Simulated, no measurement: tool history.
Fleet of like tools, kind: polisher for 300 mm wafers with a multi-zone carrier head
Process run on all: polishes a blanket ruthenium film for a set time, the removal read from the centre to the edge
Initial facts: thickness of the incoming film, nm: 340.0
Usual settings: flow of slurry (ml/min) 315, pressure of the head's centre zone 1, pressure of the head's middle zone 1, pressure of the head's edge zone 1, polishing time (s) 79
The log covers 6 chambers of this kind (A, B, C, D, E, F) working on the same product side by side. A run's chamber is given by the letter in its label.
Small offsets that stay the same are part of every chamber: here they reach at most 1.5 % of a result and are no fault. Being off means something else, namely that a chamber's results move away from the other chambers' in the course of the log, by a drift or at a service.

run,hour,flow of slurry (ml/min),pressure of the head's centre zone,pressure of the head's middle zone,pressure of the head's edge zone,polishing time (s),wafers polished on this pad,hours since the slurry nozzle was cleaned,hours since the centre zone pressure was calibrated,hours since the edge zone pressure was calibrated,film removed at the wafer's centre (nm),film removed at mid-radius (nm),film removed at the wafer's edge (nm)
1D,8.7,315,1,1,1,79,335,353.8,157.7,130.2,102.47,104.95,103.34
2A,13.2,315,1,1,1,79,372,375.6,115.5,957.1,106.85,103.72,104.99
3B,20.4,315,1,1,1,79,1028,596.1,383.4,301.4,107,104.92,105.63
# hour 22.9: chamber F: centre zone pressure recalibrated
4F,27.3,315,1,1,1,79,444,618,4.5,115.2,106.73,105.58,103.89
5E,31.5,315,1,1,1,79,355,975.1,433.7,334.9,103.06,103.84,106.45
6C,36.7,315,1,1,1,79,879,453.1,195,540.9,106.95,103.28,105
# hour 44.6: chamber B: worn pad replaced by a new one
7C,45.4,315,1,1,1,79,948,461.8,203.7,549.6,102.86,102.41,106.26
8B,49.6,315,1,1,1,79,40,625.3,412.6,330.6,105.59,104.66,103.47
# hour 53.5: chamber E: slurry nozzle cleaned
9D,54.6,315,1,1,1,79,699,399.7,203.6,176.1,107.56,104.67,104.92
# hour 57.2: chamber A: worn pad replaced by a new one
10E,62.9,315,1,1,1,79,604,9.4,465.1,366.3,104.16,105.12,105.52
# hour 66.7: chamber E: worn pad replaced by a new one
11A,71.2,315,1,1,1,79,110,433.6,173.5,1015.1,107,101.87,103.95
12F,75,315,1,1,1,79,821,665.7,52.2,162.9,104.9,104.69,103.96
# hour 80: chamber D: worn pad replaced by a new one
13B,80.3,315,1,1,1,79,283,656,443.3,361.3,103.68,103.97,104.34
14C,85.2,315,1,1,1,79,1263,501.6,243.5,589.4,103.33,104.66,104.11
# hour 87.3: chamber F: slurry nozzle cleaned
# hour 89.5: chamber D: slurry nozzle cleaned
# hour 89.8: chamber F: worn pad replaced by a new one
15E,93.1,315,1,1,1,79,209,39.6,495.3,396.5,106.73,105.08,105.19
16F,98.7,315,1,1,1,79,70,11.5,75.9,186.6,106.1,102.96,102.23
# hour 101.9: chamber B: edge zone pressure recalibrated
17A,106.6,315,1,1,1,79,391,469,208.9,1050.5,105.97,103.68,104.15
18D,110.7,315,1,1,1,79,243,21.2,259.7,232.2,102.37,106.81,103.94
# hour 116.5: chamber B: slurry nozzle cleaned
19E,118.1,315,1,1,1,79,407,64.6,520.3,421.5,103.58,104.62,104.98
# hour 120.6: chamber C: worn pad replaced by a new one
20F,123.1,315,1,1,1,79,263,35.9,100.3,211,103.5,103.89,104.92
21C,129.7,315,1,1,1,79,72,546.1,288,633.9,107.98,103.63,103.87
# hour 130.1: chamber E: worn pad replaced by a new one
22A,133.9,315,1,1,1,79,607,496.3,236.2,1077.8,104.76,103.85,104.69
23B,141.2,315,1,1,1,79,765,24.8,504.2,39.4,105.15,106.91,105.21
# hour 147.5: chamber A: worn pad replaced by a new one
24D,149.1,315,1,1,1,79,547,59.6,298.1,270.6,102.14,108.04,104.15
25D,157,315,1,1,1,79,609,67.5,306,278.5,103.04,103.29,103.08
26A,163.9,315,1,1,1,79,130,526.3,266.2,1107.8,105.92,103.8,102.51
27B,171.9,315,1,1,1,79,1008,55.5,534.9,70.1,106.31,106.46,105.13
28E,179.2,315,1,1,1,79,389,125.7,581.4,482.6,105.7,104.78,105.1
29C,183.7,315,1,1,1,55,499,600.1,342,687.9,72.765,75.508,72.994
# hour 186.1: chamber D: worn pad replaced by a new one
30F,189.8,315,1,1,1,55,792,102.6,167,277.7,72.66,72.394,71.994
# hour 194.6: chamber E: worn pad replaced by a new one
31D,195,315,1,1,1,55,71,105.5,344,316.5,71.934,71.916,71.798
# hour 195.1: chamber C: slurry nozzle cleaned
32B,202.5,315,1,1,1,55,1251,86.1,565.5,100.7,71.052,72.688,73.404
33F,208.5,315,1,1,1,55,940,121.3,185.7,296.4,70.6,70.716,72.933
# hour 213: chamber F: worn pad replaced by a new one
34E,215.7,315,1,1,1,55,167,162.2,617.9,519.1,73.374,72.145,72.34
35C,220.9,315,1,1,1,79,794,25.8,379.2,725.1,104.63,104.44,104.8
36A,227.2,315,1,0.95,1,79,631,589.6,329.5,1171.1,106.9,100.79,104.45
37E,231,315,1,0.95,1,79,288,177.5,633.2,534.4,104.2,101.44,104.67
# hour 233: chamber B: worn pad replaced by a new one
38F,237.7,315,1,0.95,1,79,196,150.5,214.9,325.6,103.66,99.334,103.75
39B,245.7,315,1,0.95,1,79,100,129.3,608.7,143.9,101.75,101.45,105.62
40D,252.6,315,1,0.95,1,79,527,163.1,401.6,374.1,106.14,98.394,103.82
# hour 254.8: chamber A: worn pad replaced by a new one
41A,260.2,315,1,0.95,1,79,43,622.6,362.5,1204.1,107.5,98.385,104.03

For the next run the whole fleet of 6 chambers uses the same settings. Give each chamber's results:
42A,266.5,315,1,1,1.12,79,,,,,?,?,?
42B,266.5,315,1,1,1.12,79,,,,,?,?,?
42C,266.5,315,1,1,1.12,79,,,,,?,?,?
42D,266.5,315,1,1,1.12,79,,,,,?,?,?
42E,266.5,315,1,1,1.12,79,,,,,?,?,?
42F,266.5,315,1,1,1.12,79,,,,,?,?,?

run,film removed at the wafer's centre (nm),film removed at mid-radius (nm),film removed at the wafer's edge (nm)
42A,106.51,104.13,111.93
42B,104.29,102.21,109.98
42C,104.31,105.22,109.9
42D,103.87,107.42,110.36
42E,104.39,103.51,112.26
42F,102.87,103.09,109.36

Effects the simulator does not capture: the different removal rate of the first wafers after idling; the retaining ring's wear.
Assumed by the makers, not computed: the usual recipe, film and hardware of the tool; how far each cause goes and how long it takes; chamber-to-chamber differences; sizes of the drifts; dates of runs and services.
